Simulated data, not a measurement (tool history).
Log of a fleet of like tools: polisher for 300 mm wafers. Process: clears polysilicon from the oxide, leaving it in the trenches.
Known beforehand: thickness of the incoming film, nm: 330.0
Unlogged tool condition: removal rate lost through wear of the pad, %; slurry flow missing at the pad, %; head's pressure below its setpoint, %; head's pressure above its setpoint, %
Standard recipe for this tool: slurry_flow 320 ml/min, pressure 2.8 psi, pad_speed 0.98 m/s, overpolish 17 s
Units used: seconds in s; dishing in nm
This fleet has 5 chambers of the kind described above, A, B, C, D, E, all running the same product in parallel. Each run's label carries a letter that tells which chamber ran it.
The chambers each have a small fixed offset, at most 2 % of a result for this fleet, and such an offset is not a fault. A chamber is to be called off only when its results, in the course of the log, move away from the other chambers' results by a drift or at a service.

| run | day | slurry_flow | pressure | pad_speed | overpolish | wafers polished on this pad | hours since the slurry nozzle was cleaned | hours since the head pressure was calibrated | seconds | dishing |
|---|---|---|---|---|---|---|---|---|---|---|
| 1D | 0.092 | 320 | 2.8 | 0.98 | 17 | 132 | 434.2 | 383.1 | 21.725 | 54.481 |
| 2A | 0.229 | 320 | 2.8 | 0.98 | 17 | 442 | 103.9 | 103.8 | 21.743 | 54.487 |
| 3C | 0.325 | 320 | 2.8 | 0.98 | 17 | 784 | 248.3 | 814.1 | 20.551 | 54.171 |
| 4E | 0.496 | 320 | 2.8 | 0.98 | 17 | 1059 | 169.2 | 90.2 | 20.446 | 53.662 |
| 5B | 0.633 | 320 | 2.8 | 1.12 | 17 | 201 | 636.4 | 294.9 | 18.394 | 54.152 |
| 6B | 0.779 | 320 | 2.8 | 1.12 | 17 | 234 | 639.9 | 298.4 | 18.944 | 56.46 |
| 7A | 0.871 | 320 | 2.8 | 1.12 | 17 | 586 | 119.3 | 119.2 | 18.668 | 53.881 |
| 8E | 0.958 | 320 | 2.8 | 1.12 | 17 | 1162 | 180.3 | 101.3 | 18.64 | 52.951 |
| 9D | 1.071 | 320 | 2.8 | 1.12 | 17 | 351 | 457.7 | 406.6 | 18.563 | 54.979 |
| 10C | 1.192 | 320 | 2.8 | 0.98 | 17 | 978 | 269.1 | 834.9 | 21.643 | 53.905 |
| 11D | 1.321 | 320 | 2.8 | 0.98 | 17 | 407 | 463.7 | 412.6 | 21.336 | 54.237 |
| 12B | 1.475 | 320 | 2.8 | 0.98 | 17 | 389 | 656.6 | 315.1 | 21.032 | 53.149 |
| 13C | 1.646 | 320 | 2.8 | 0.98 | 17 | 1080 | 280 | 845.8 | 20.984 | 52.878 |
| 14E | 1.771 | 320 | 2.8 | 0.98 | 17 | 1344 | 199.8 | 120.8 | 21.527 | 55.662 |
| 15A | 1.933 | 320 | 2.8 | 0.98 | 17 | 823 | 144.8 | 144.7 | 21.887 | 55.188 |
|  | 1.958 | chamber E: worn pad replaced by a new one |
| 16A | 2.1 | 320 | 2.8 | 0.98 | 17 | 861 | 148.8 | 148.7 | 20.843 | 54.519 |
| 17D | 2.271 | 320 | 2.8 | 0.98 | 17 | 620 | 486.5 | 435.4 | 20.674 | 54.675 |
| 18E | 2.433 | 235 | 2.8 | 0.98 | 20 | 107 | 215.7 | 136.7 | 21.836 | 55.015 |
| 19B | 2.575 | 235 | 2.8 | 0.98 | 20 | 636 | 683 | 341.5 | 22.167 | 53.775 |
|  | 2.638 | chamber C: worn pad replaced by a new one |
| 20C | 2.675 | 235 | 2.8 | 0.98 | 20 | 8 | 304.7 | 870.5 | 22.125 | 54.854 |
| 21C | 2.779 | 235 | 2.8 | 0.98 | 20 | 32 | 307.2 | 873 | 21.955 | 53.968 |
| 22E | 2.879 | 235 | 2.8 | 0.98 | 20 | 206 | 226.4 | 147.4 | 21.969 | 54.981 |
| 23A | 3.004 | 320 | 2.8 | 0.98 | 17 | 1063 | 170.5 | 170.4 | 21.915 | 56.174 |
|  | 3.112 | chamber B: worn pad replaced by a new one |
| 24D | 3.121 | 320 | 2.8 | 0.98 | 17 | 810 | 506.9 | 455.8 | 21.266 | 53.938 |
| 25B | 3.275 | 320 | 2.8 | 0.98 | 17 | 36 | 699.8 | 358.3 | 21.908 | 55.153 |
| 26D | 3.408 | 320 | 2.8 | 0.98 | 17 | 875 | 513.8 | 462.7 | 21.849 | 54.958 |
|  | 3.458 | chamber B: slurry nozzle cleaned |
| 27C | 3.512 | 320 | 2.8 | 0.98 | 17 | 196 | 324.8 | 890.6 | 21.666 | 55.319 |
| 28E | 3.642 | 220 | 2.8 | 0.98 | 8 | 377 | 244.7 | 165.7 | 22.259 | 47.362 |
|  | 3.812 | chamber A: worn pad replaced by a new one |
| 29B | 3.821 | 220 | 2.8 | 0.98 | 8 | 158 | 8.8 | 371.4 | 21.744 | 48.619 |
| 30A | 3.95 | 220 | 2.8 | 0.98 | 8 | 31 | 193.2 | 193.1 | 22.105 | 46.973 |
| 31B | 4.046 | 220 | 2.8 | 0.98 | 8 | 209 | 14.2 | 376.8 | 21.143 | 48.314 |
| 32D | 4.175 | 220 | 2.8 | 0.98 | 8 | 1046 | 532.2 | 481.1 | 21.265 | 48.55 |
| 33A | 4.35 | 320 | 2.8 | 0.98 | 17 | 120 | 202.8 | 202.7 | 22.009 | 53.702 |

Is one chamber out of step, is the gauge drifting, or do the chambers differ by no more than their own small offsets? For an off chamber, give its letter and the likeliest cause.

All chambers stay in line apart from their small fixed offsets, and the gauge does not drift.
